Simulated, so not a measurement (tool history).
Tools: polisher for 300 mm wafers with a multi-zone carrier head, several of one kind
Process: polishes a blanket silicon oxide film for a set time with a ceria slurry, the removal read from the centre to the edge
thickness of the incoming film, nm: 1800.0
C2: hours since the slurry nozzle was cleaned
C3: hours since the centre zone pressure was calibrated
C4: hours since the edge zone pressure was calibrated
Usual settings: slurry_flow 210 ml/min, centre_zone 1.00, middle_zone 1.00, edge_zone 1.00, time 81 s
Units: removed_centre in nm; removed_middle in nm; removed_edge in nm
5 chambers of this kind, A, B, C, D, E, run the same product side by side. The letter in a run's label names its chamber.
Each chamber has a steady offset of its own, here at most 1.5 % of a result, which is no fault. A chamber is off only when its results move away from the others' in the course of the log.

{"run": "1B", "hour": 12.5, "slurry_flow": 210, "centre_zone": 1.0, "middle_zone": 1.0, "edge_zone": 1.0, "time": 81, "wafers polished on this pad": 625, "C2": 551.9, "C3": 392.5, "C4": 496.1, "removed_centre": 279.41, "removed_middle": 272.88, "removed_edge": 279.96}
{"run": "2D", "hour": 20.1, "slurry_flow": 210, "centre_zone": 1.0, "middle_zone": 1.0, "edge_zone": 1.0, "time": 81, "wafers polished on this pad": 854, "C2": 320.4, "C3": 114.0, "C4": 791.8, "removed_centre": 280.97, "removed_middle": 281.73, "removed_edge": 281.16}
{"hour": 20.4, "done": "chamber C: worn pad replaced by a new one"}
{"run": "3A", "hour": 28.5, "slurry_flow": 210, "centre_zone": 1.0, "middle_zone": 1.0, "edge_zone": 1.0, "time": 81, "wafers polished on this pad": 544, "C2": 664.3, "C3": 136.7, "C4": 448.8, "removed_centre": 279.78, "removed_middle": 280.29, "removed_edge": 276.32}
{"hour": 31.1, "done": "chamber A: worn pad replaced by a new one"}
{"hour": 32.1, "done": "chamber E: worn pad replaced by a new one"}
{"hour": 33.4, "done": "chamber D: worn pad replaced by a new one"}
{"run": "4C", "hour": 40.9, "slurry_flow": 210, "centre_zone": 1.0, "middle_zone": 1.0, "edge_zone": 1.0, "time": 81, "wafers polished on this pad": 167, "C2": 163.0, "C3": 558.7, "C4": 431.4, "removed_centre": 278.2, "removed_middle": 275.56, "removed_edge": 278.95}
{"hour": 51.5, "done": "chamber B: worn pad replaced by a new one"}
{"run": "5E", "hour": 54.2, "slurry_flow": 210, "centre_zone": 1.0, "middle_zone": 1.0, "edge_zone": 1.0, "time": 81, "wafers polished on this pad": 179, "C2": 398.1, "C3": 489.0, "C4": 372.4, "removed_centre": 279.62, "removed_middle": 284.03, "removed_edge": 285.0}
{"hour": 58.9, "done": "chamber A: edge zone pressure recalibrated"}
{"hour": 61.9, "done": "chamber A: slurry nozzle cleaned"}
{"run": "6A", "hour": 68.2, "slurry_flow": 210, "centre_zone": 1.0, "middle_zone": 1.0, "edge_zone": 1.0, "time": 81, "wafers polished on this pad": 301, "C2": 6.3, "C3": 176.4, "C4": 9.3, "removed_centre": 281.08, "removed_middle": 273.88, "removed_edge": 273.96}
{"run": "7C", "hour": 75.8, "slurry_flow": 210, "centre_zone": 0.9, "middle_zone": 1.0, "edge_zone": 1.0, "time": 81, "wafers polished on this pad": 451, "C2": 197.9, "C3": 593.6, "C4": 466.3, "removed_centre": 247.23, "removed_middle": 280.14, "removed_edge": 279.24}
{"run": "8D", "hour": 85.8, "slurry_flow": 210, "centre_zone": 0.9, "middle_zone": 1.0, "edge_zone": 1.0, "time": 81, "wafers polished on this pad": 426, "C2": 386.1, "C3": 179.7, "C4": 857.5, "removed_centre": 247.05, "removed_middle": 281.12, "removed_edge": 284.84}
{"run": "9B", "hour": 100.8, "slurry_flow": 210, "centre_zone": 0.9, "middle_zone": 1.0, "edge_zone": 1.0, "time": 81, "wafers polished on this pad": 401, "C2": 640.2, "C3": 480.8, "C4": 584.4, "removed_centre": 246.14, "removed_middle": 278.11, "removed_edge": 280.8}
{"hour": 107.1, "done": "chamber E: edge zone pressure recalibrated"}
{"run": "10E", "hour": 112.1, "slurry_flow": 210, "centre_zone": 0.9, "middle_zone": 1.0, "edge_zone": 1.0, "time": 81, "wafers polished on this pad": 650, "C2": 456.0, "C3": 546.9, "C4": 5.0, "removed_centre": 246.41, "removed_middle": 282.84, "removed_edge": 284.71}
{"hour": 119.2, "done": "chamber E: worn pad replaced by a new one"}
{"hour": 120.4, "done": "chamber A: worn pad replaced by a new one"}
{"run": "11C", "hour": 124.7, "slurry_flow": 210, "centre_zone": 0.9, "middle_zone": 1.0, "edge_zone": 1.0, "time": 81, "wafers polished on this pad": 848, "C2": 246.8, "C3": 642.5, "C4": 515.2, "removed_centre": 245.13, "removed_middle": 273.97, "removed_edge": 277.8}
{"run": "12B", "hour": 132.4, "slurry_flow": 210, "centre_zone": 1.0, "middle_zone": 1.0, "edge_zone": 1.0, "time": 81, "wafers polished on this pad": 658, "C2": 671.8, "C3": 512.4, "C4": 616.0, "removed_centre": 279.58, "removed_middle": 279.5, "removed_edge": 281.49}
{"run": "13A", "hour": 141.5, "slurry_flow": 210, "centre_zone": 1.0, "middle_zone": 1.0, "edge_zone": 1.0, "time": 81, "wafers polished on this pad": 171, "C2": 79.6, "C3": 249.7, "C4": 82.6, "removed_centre": 277.27, "removed_middle": 278.39, "removed_edge": 282.62}
{"hour": 146.6, "done": "chamber C: edge zone pressure recalibrated"}
{"run": "14D", "hour": 150.8, "slurry_flow": 210, "centre_zone": 1.0, "middle_zone": 1.0, "edge_zone": 1.0, "time": 81, "wafers polished on this pad": 955, "C2": 451.1, "C3": 244.7, "C4": 922.5, "removed_centre": 278.13, "removed_middle": 278.21, "removed_edge": 279.77}
{"hour": 152.8, "done": "chamber C: worn pad replaced by a new one"}
{"hour": 154.8, "done": "chamber D: worn pad replaced by a new one"}
{"run": "15E", "hour": 163.4, "slurry_flow": 210, "centre_zone": 1.0, "middle_zone": 1.0, "edge_zone": 1.0, "time": 81, "wafers polished on this pad": 359, "C2": 507.3, "C3": 598.2, "C4": 56.3, "removed_centre": 280.07, "removed_middle": 282.28, "removed_edge": 281.78}
{"hour": 163.8, "done": "chamber B: worn pad replaced by a new one"}
{"run": "16A", "hour": 177.8, "slurry_flow": 210, "centre_zone": 1.0, "middle_zone": 1.0, "edge_zone": 1.0, "time": 81, "wafers polished on this pad": 466, "C2": 115.9, "C3": 286.0, "C4": 118.9, "removed_centre": 279.69, "removed_middle": 274.11, "removed_edge": 275.98}
{"run": "17B", "hour": 188.7, "slurry_flow": 210, "centre_zone": 1.0, "middle_zone": 1.0, "edge_zone": 1.08, "time": 81, "wafers polished on this pad": 203, "C2": 728.1, "C3": 568.7, "C4": 672.3, "removed_centre": 276.93, "removed_middle": 283.17, "removed_edge": 291.25}
{"hour": 196.9, "done": "chamber E: worn pad replaced by a new one"}
{"run": "18E", "hour": 203.5, "slurry_flow": 210, "centre_zone": 1.0, "middle_zone": 1.0, "edge_zone": 1.08, "time": 81, "wafers polished on this pad": 54, "C2": 547.4, "C3": 638.3, "C4": 96.4, "removed_centre": 281.4, "removed_middle": 278.4, "removed_edge": 292.72}
{"hour": 206.9, "done": "chamber A: worn pad replaced by a new one"}
{"run": "19D", "hour": 213.4, "slurry_flow": 210, "centre_zone": 1.0, "middle_zone": 1.0, "edge_zone": 1.08, "time": 81, "wafers polished on this pad": 476, "C2": 513.7, "C3": 307.3, "C4": 985.1, "removed_centre": 269.43, "removed_middle": 271.61, "removed_edge": 284.63}
{"run": "20C", "hour": 227.8, "slurry_flow": 210, "centre_zone": 1.0, "middle_zone": 1.0, "edge_zone": 1.08, "time": 81, "wafers polished on this pad": 610, "C2": 349.9, "C3": 745.6, "C4": 81.3, "removed_centre": 274.99, "removed_middle": 275.21, "removed_edge": 297.73}
{"run": "21C", "hour": 241.7, "slurry_flow": 210, "centre_zone": 1.0, "middle_zone": 1.0, "edge_zone": 1.08, "time": 81, "wafers polished on this pad": 723, "C2": 363.8, "C3": 759.5, "C4": 95.2, "removed_centre": 275.29, "removed_middle": 273.7, "removed_edge": 291.03}
{"run": "22B", "hour": 251.1, "slurry_flow": 210, "centre_zone": 1.07, "middle_zone": 1.0, "edge_zone": 1.0, "time": 81, "wafers polished on this pad": 710, "C2": 790.5, "C3": 631.1, "C4": 734.7, "removed_centre": 301.88, "removed_middle": 281.32, "removed_edge": 277.4}
{"run": "23A", "hour": 266.2, "slurry_flow": 210, "centre_zone": 1.07, "middle_zone": 1.0, "edge_zone": 1.0, "time": 81, "wafers polished on this pad": 482, "C2": 204.3, "C3": 374.4, "C4": 207.3, "removed_centre": 302.89, "removed_middle": 280.15, "removed_edge": 278.65}
{"run": "24D", "hour": 274.5, "slurry_flow": 210, "centre_zone": 1.07, "middle_zone": 1.0, "edge_zone": 1.0, "time": 81, "wafers polished on this pad": 973, "C2": 574.8, "C3": 368.4, "C4": 1046.2, "removed_centre": 289.23, "removed_middle": 272.91, "removed_edge": 273.32}
{"hour": 274.8, "done": "chamber D: worn pad replaced by a new one"}
{"hour": 274.8, "done": "chamber C: worn pad replaced by a new one"}
{"hour": 275.2, "done": "chamber E: worn pad replaced by a new one"}
{"hour": 276.7, "done": "chamber E: slurry nozzle cleaned"}
{"hour": 283.9, "done": "chamber B: worn pad replaced by a new one"}
{"hour": 285.1, "done": "chamber A: worn pad replaced by a new one"}
{"run": "25E", "hour": 290.2, "slurry_flow": 210, "centre_zone": 1.07, "middle_zone": 1.0, "edge_zone": 1.0, "time": 81, "wafers polished on this pad": 122, "C2": 13.5, "C3": 725.0, "C4": 183.1, "removed_centre": 303.23, "removed_middle": 275.62, "removed_edge": 284.18}
{"run": "26D", "hour": 303.1, "slurry_flow": 210, "centre_zone": 1.07, "middle_zone": 1.0, "edge_zone": 1.0, "time": 81, "wafers polished on this pad": 230, "C2": 603.4, "C3": 397.0, "C4": 1074.8, "removed_centre": 282.88, "removed_middle": 266.53, "removed_edge": 272.97}
{"hour": 309.0, "done": "chamber B: centre zone pressure recalibrated"}
{"hour": 315.2, "done": "chamber C: slurry nozzle cleaned"}
{"run": "27C", "hour": 318.7, "slurry_flow": 210, "centre_zone": 1.0, "middle_zone": 1.0, "edge_zone": 1.0, "time": 81, "wafers polished on this pad": 357, "C2": 3.5, "C3": 836.5, "C4": 172.2, "removed_centre": 275.84, "removed_middle": 276.44, "removed_edge": 277.48}
{"run": "28E", "hour": 327.7, "slurry_flow": 210, "centre_zone": 1.09, "middle_zone": 0.91, "edge_zone": 1.0, "time": 81, "wafers polished on this pad": 427, "C2": 51.0, "C3": 762.5, "C4": 220.6, "removed_centre": 304.3, "removed_middle": 254.81, "removed_edge": 285.1}
{"run": "29B", "hour": 338.7, "slurry_flow": 210, "centre_zone": 1.09, "middle_zone": 0.91, "edge_zone": 1.0, "time": 81, "wafers polished on this pad": 445, "C2": 878.1, "C3": 29.7, "C4": 822.3, "removed_centre": 304.56, "removed_middle": 252.31, "removed_edge": 278.79}
{"run": "30A", "hour": 349.1, "slurry_flow": 210, "centre_zone": 1.09, "middle_zone": 0.91, "edge_zone": 1.0, "time": 81, "wafers polished on this pad": 520, "C2": 287.2, "C3": 457.3, "C4": 290.2, "removed_centre": 303.48, "removed_middle": 256.84, "removed_edge": 280.42}
{"run": "31A", "hour": 360.6, "slurry_flow": 210, "centre_zone": 1.09, "middle_zone": 0.91, "edge_zone": 1.0, "time": 81, "wafers polished on this pad": 614, "C2": 298.7, "C3": 468.8, "C4": 301.7, "removed_centre": 305.2, "removed_middle": 252.12, "removed_edge": 278.13}
{"run": "32D", "hour": 376.1, "slurry_flow": 210, "centre_zone": 1.09, "middle_zone": 0.91, "edge_zone": 1.0, "time": 81, "wafers polished on this pad": 824, "C2": 676.4, "C3": 470.0, "C4": 1147.8, "removed_centre": 282.92, "removed_middle": 243.03, "removed_edge": 266.53}
{"run": "33B", "hour": 384.2, "slurry_flow": 210, "centre_zone": 1.0, "middle_zone": 1.0, "edge_zone": 1.0, "time": 81, "wafers polished on this pad": 815, "C2": 923.6, "C3": 75.2, "C4": 867.8, "removed_centre": 279.05, "removed_middle": 282.26, "removed_edge": 280.94}
{"hour": 386.3, "done": "chamber C: worn pad replaced by a new one"}
{"run": "34C", "hour": 395.8, "slurry_flow": 210, "centre_zone": 1.0, "middle_zone": 1.0, "edge_zone": 1.0, "time": 81, "wafers polished on this pad": 77, "C2": 80.6, "C3": 913.6, "C4": 249.3, "removed_centre": 277.21, "removed_middle": 279.35, "removed_edge": 282.53}

Next, every chamber runs the same settings. What will each give?
{"run": "35A", "hour": 407.4, "slurry_flow": 210, "centre_zone": 1.0, "middle_zone": 1.1, "edge_zone": 1.0, "time": 81, "removed_centre": "?", "removed_middle": "?", "removed_edge": "?"}
{"run": "35B", "hour": 407.4, "slurry_flow": 210, "centre_zone": 1.0, "middle_zone": 1.1, "edge_zone": 1.0, "time": 81, "removed_centre": "?", "removed_middle": "?", "removed_edge": "?"}
{"run": "35C", "hour": 407.4, "slurry_flow": 210, "centre_zone": 1.0, "middle_zone": 1.1, "edge_zone": 1.0, "time": 81, "removed_centre": "?", "removed_middle": "?", "removed_edge": "?"}
{"run": "35D", "hour": 407.4, "slurry_flow": 210, "centre_zone": 1.0, "middle_zone": 1.1, "edge_zone": 1.0, "time": 81, "removed_centre": "?", "removed_middle": "?", "removed_edge": "?"}
{"run": "35E", "hour": 407.4, "slurry_flow": 210, "centre_zone": 1.0, "middle_zone": 1.1, "edge_zone": 1.0, "time": 81, "removed_centre": "?", "removed_middle": "?", "removed_edge": "?"}

run=35A removed_centre=281.10 removed_middle=301.21 removed_edge=277.33
run=35B removed_centre=278.90 removed_middle=305.67 removed_edge=277.81
run=35C removed_centre=277.23 removed_middle=302.22 removed_edge=279.25
run=35D removed_centre=257.40 removed_middle=284.39 removed_edge=262.33
run=35E removed_centre=276.39 removed_middle=309.03 removed_edge=283.56
